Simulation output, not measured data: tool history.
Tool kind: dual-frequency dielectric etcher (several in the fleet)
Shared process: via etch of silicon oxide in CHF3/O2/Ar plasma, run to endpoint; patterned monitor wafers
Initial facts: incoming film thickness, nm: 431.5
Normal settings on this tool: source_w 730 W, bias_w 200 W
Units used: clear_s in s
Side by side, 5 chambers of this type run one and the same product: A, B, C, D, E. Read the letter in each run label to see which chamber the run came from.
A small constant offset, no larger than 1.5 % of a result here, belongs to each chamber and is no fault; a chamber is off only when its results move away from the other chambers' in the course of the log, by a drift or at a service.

| run | hour | source_w | bias_w | clear_s |
|---|---|---|---|---|
| 1E | 2.4 | 730 | 200 | 197.35 |
| 2B | 5.1 | 730 | 200 | 193.13 |
| 3A | 8.1 | 730 | 200 | 192.11 |
| 4C | 11.7 | 730 | 200 | 195.81 |
|  | 12 | chamber A: wet clean of the chamber |
| 5D | 15.2 | 730 | 200 | 194.89 |
| 6D | 18.1 | 730 | 200 | 195.98 |
| 7A | 21.9 | 730 | 200 | 192.04 |
| 8C | 25.5 | 730 | 200 | 196.03 |
| 9E | 28.6 | 730 | 200 | 196.75 |
|  | 29.9 | chamber E: wet clean of the chamber |
| 10B | 31.5 | 730 | 200 | 193.98 |
|  | 32.7 | chamber A: source power generator calibrated |
| 11B | 35.2 | 730 | 200 | 193.78 |
| 12C | 38.3 | 730 | 200 | 195.9 |
| 13A | 40.5 | 730 | 200 | 192.06 |
|  | 41.7 | chamber B: wet clean of the chamber |
| 14D | 43.5 | 640 | 200 | 206.37 |
| 15E | 46.8 | 640 | 200 | 208.09 |
|  | 48 | chamber A: bias power generator calibrated |
| 16E | 49.8 | 640 | 200 | 206.6 |
| 17B | 53.5 | 640 | 200 | 196.86 |
| 18A | 57.6 | 640 | 200 | 202.52 |
| 19D | 60.9 | 850 | 200 | 184.63 |
| 20C | 63.5 | 850 | 200 | 185.11 |
| 21B | 66.6 | 850 | 200 | 177.2 |
| 22C | 70.4 | 850 | 200 | 184.82 |
| 23A | 74.6 | 850 | 200 | 181.59 |
| 24D | 77.2 | 730 | 200 | 195.91 |
| 25E | 81 | 730 | 200 | 197.43 |
| 26C | 84 | 730 | 200 | 196.73 |
| 27A | 86.8 | 870 | 200 | 180.2 |
| 28D | 89.3 | 870 | 200 | 184.02 |
| 29E | 91.4 | 870 | 200 | 185.29 |
| 30B | 95.2 | 870 | 200 | 175.26 |
| 31D | 98.5 | 870 | 200 | 183.46 |
| 32A | 101 | 730 | 200 | 193.63 |

Predict what each chamber gives when all 5 of them run the settings below next.
| 33A | 104.1 | 730 | 200 | ? |
| 33B | 104.1 | 730 | 200 | ? |
| 33C | 104.1 | 730 | 200 | ? |
| 33D | 104.1 | 730 | 200 | ? |
| 33E | 104.1 | 730 | 200 | ? |

| run | clear_s |
|---|---|
| 33A | 192.4 |
| 33B | 187.2 |
| 33C | 194.9 |
| 33D | 196.3 |
| 33E | 196.15 |
